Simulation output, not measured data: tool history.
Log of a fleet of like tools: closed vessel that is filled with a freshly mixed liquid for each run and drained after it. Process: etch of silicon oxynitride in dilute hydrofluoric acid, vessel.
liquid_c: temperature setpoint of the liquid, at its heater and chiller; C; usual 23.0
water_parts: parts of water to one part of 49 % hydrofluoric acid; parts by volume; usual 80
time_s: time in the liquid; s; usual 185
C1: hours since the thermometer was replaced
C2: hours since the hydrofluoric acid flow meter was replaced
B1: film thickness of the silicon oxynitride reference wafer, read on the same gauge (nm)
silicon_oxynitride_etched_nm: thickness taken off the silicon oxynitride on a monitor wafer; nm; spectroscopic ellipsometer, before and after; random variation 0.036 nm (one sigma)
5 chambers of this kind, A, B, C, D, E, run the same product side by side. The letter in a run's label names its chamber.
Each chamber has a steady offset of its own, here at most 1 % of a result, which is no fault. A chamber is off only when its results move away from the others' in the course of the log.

Run 1E, hour 9.8: usual settings; C1 125.1; C2 514.1; B1 90.009. Result: silicon_oxynitride_etched_nm 5.5059 nm.
Run 2A, hour 20.3: usual settings; C1 524.3; C2 155.5; B1 90.028. Result: silicon_oxynitride_etched_nm 5.4529 nm.
Run 3D, hour 29.6: usual settings; C1 531.6; C2 1367.0; B1 89.982. Result: silicon_oxynitride_etched_nm 5.4180 nm.
Run 4B, hour 39.2: usual settings; C1 1071.6; C2 265.0; B1 89.938. Result: silicon_oxynitride_etched_nm 5.4144 nm.
Run 5C, hour 46.3: usual settings; C1 710.9; C2 55.5; B1 90.020. Result: silicon_oxynitride_etched_nm 5.5209 nm.
Run 6D, hour 55.1: usual settings; C1 557.1; C2 1392.5; B1 90.027. Result: silicon_oxynitride_etched_nm 5.3815 nm.
Run 7A, hour 67.3: usual settings; C1 571.3; C2 202.5; B1 90.008. Result: silicon_oxynitride_etched_nm 5.4515 nm.
Run 8E, hour 76.4: usual settings; C1 191.7; C2 580.7; B1 90.011. Result: silicon_oxynitride_etched_nm 5.4838 nm.
Run 9B, hour 90.5: usual settings but water_parts 40 parts by volume, time_s 150 s; C1 1122.9; C2 316.3; B1 90.008. Result: silicon_oxynitride_etched_nm 9.2158 nm.
Run 10C, hour 98.9: usual settings but water_parts 40 parts by volume, time_s 150 s; C1 763.5; C2 108.1; B1 90.015. Result: silicon_oxynitride_etched_nm 9.0336 nm.
Run 11E, hour 113.4: usual settings but water_parts 40 parts by volume, time_s 150 s; C1 228.7; C2 617.7; B1 89.948. Result: silicon_oxynitride_etched_nm 9.1842 nm.
Run 12C, hour 121.6: usual settings but water_parts 40 parts by volume, time_s 150 s; C1 786.2; C2 130.8; B1 90.004. Result: silicon_oxynitride_etched_nm 9.0756 nm.
Run 13A, hour 131.3: usual settings but water_parts 40 parts by volume, time_s 150 s; C1 635.3; C2 266.5; B1 90.016. Result: silicon_oxynitride_etched_nm 9.1683 nm.
At hour 132.6: chamber D: hydrofluoric acid flow meter replaced.
Run 14B, hour 140.7: usual settings; C1 1173.1; C2 366.5; B1 89.979. Result: silicon_oxynitride_etched_nm 5.3888 nm.
Run 15D, hour 153.6: usual settings; C1 655.6; C2 21.1; B1 90.005. Result: silicon_oxynitride_etched_nm 5.3929 nm.
Run 16B, hour 161.5: usual settings; C1 1193.9; C2 387.3; B1 90.026. Result: silicon_oxynitride_etched_nm 5.3172 nm.
Run 17A, hour 171.1: usual settings; C1 675.1; C2 306.3; B1 90.010. Result: silicon_oxynitride_etched_nm 5.4762 nm.
Run 18C, hour 182.8: usual settings; C1 847.4; C2 192.0; B1 89.999. Result: silicon_oxynitride_etched_nm 5.4905 nm.
Run 19D, hour 190.0: usual settings; C1 692.0; C2 57.5; B1 90.001. Result: silicon_oxynitride_etched_nm 5.4089 nm.
Run 20E, hour 203.2: usual settings; C1 318.5; C2 707.5; B1 90.007. Result: silicon_oxynitride_etched_nm 5.4939 nm.
At hour 208.8: chamber D: thermometer replaced.
Run 21D, hour 212.8: usual settings; C1 4.1; C2 80.3; B1 90.014. Result: silicon_oxynitride_etched_nm 5.4500 nm.
Run 22E, hour 224.0: usual settings; C1 339.3; C2 728.3; B1 89.987. Result: silicon_oxynitride_etched_nm 5.4547 nm.
Run 23C, hour 237.2: usual settings; C1 901.8; C2 246.4; B1 90.006. Result: silicon_oxynitride_etched_nm 5.4967 nm.
Run 24B, hour 244.9: usual settings; C1 1277.3; C2 470.7; B1 90.036. Result: silicon_oxynitride_etched_nm 5.3758 nm.
Run 25A, hour 257.3: usual settings; C1 761.3; C2 392.5; B1 90.016. Result: silicon_oxynitride_etched_nm 5.4470 nm.
Run 26D, hour 263.6: usual settings; C1 54.9; C2 131.1; B1 89.972. Result: silicon_oxynitride_etched_nm 5.4168 nm.
Run 27C, hour 270.7: usual settings; C1 935.3; C2 279.9; B1 90.011. Result: silicon_oxynitride_etched_nm 5.3914 nm.
Run 28E, hour 280.7: usual settings but liquid_c 18.5 C, time_s 245 s; C1 396.0; C2 785.0; B1 89.981. Result: silicon_oxynitride_etched_nm 5.7453 nm.
Run 29B, hour 288.1: usual settings but liquid_c 18.5 C, time_s 245 s; C1 1320.5; C2 513.9; B1 90.018. Result: silicon_oxynitride_etched_nm 5.6263 nm.
Run 30A, hour 295.5: usual settings but liquid_c 18.5 C, time_s 245 s; C1 799.5; C2 430.7; B1 90.014. Result: silicon_oxynitride_etched_nm 5.8639 nm.
Run 31E, hour 305.0: usual settings but liquid_c 18.5 C, time_s 245 s; C1 420.3; C2 809.3; B1 90.018. Result: silicon_oxynitride_etched_nm 5.7612 nm.
Run 32A, hour 317.7: usual settings but liquid_c 18.5 C, time_s 245 s; C1 821.7; C2 452.9; B1 90.020. Result: silicon_oxynitride_etched_nm 5.8812 nm.
Run 33C, hour 328.1: usual settings; C1 992.7; C2 337.3; B1 90.012. Result: silicon_oxynitride_etched_nm 5.4086 nm.
Run 34B, hour 341.9: usual settings; C1 1374.3; C2 567.7; B1 90.019. Result: silicon_oxynitride_etched_nm 5.2447 nm.
Run 35D, hour 351.9: usual settings but liquid_c 21.5 C, water_parts 95 parts by volume; C1 143.2; C2 219.4; B1 89.980. Result: silicon_oxynitride_etched_nm 4.2176 nm.
Run 36D, hour 360.1: usual settings but liquid_c 21.5 C, water_parts 95 parts by volume; C1 151.4; C2 227.6; B1 89.969. Result: silicon_oxynitride_etched_nm 4.2053 nm.

All 5 chambers run these settings next. Forecast each chamber's results:
Run 37A, hour 370.6: usual settings. Result: silicon_oxynitride_etched_nm ?.
Run 37B, hour 370.6: usual settings. Result: silicon_oxynitride_etched_nm ?.
Run 37C, hour 370.6: usual settings. Result: silicon_oxynitride_etched_nm ?.
Run 37D, hour 370.6: usual settings. Result: silicon_oxynitride_etched_nm ?.
Run 37E, hour 370.6: usual settings. Result: silicon_oxynitride_etched_nm ?.

run  silicon_oxynitride_etched_nm
37A                        5.4822
37B                        5.2151
37C                        5.5140
37D                        5.3880
37E                        5.4980
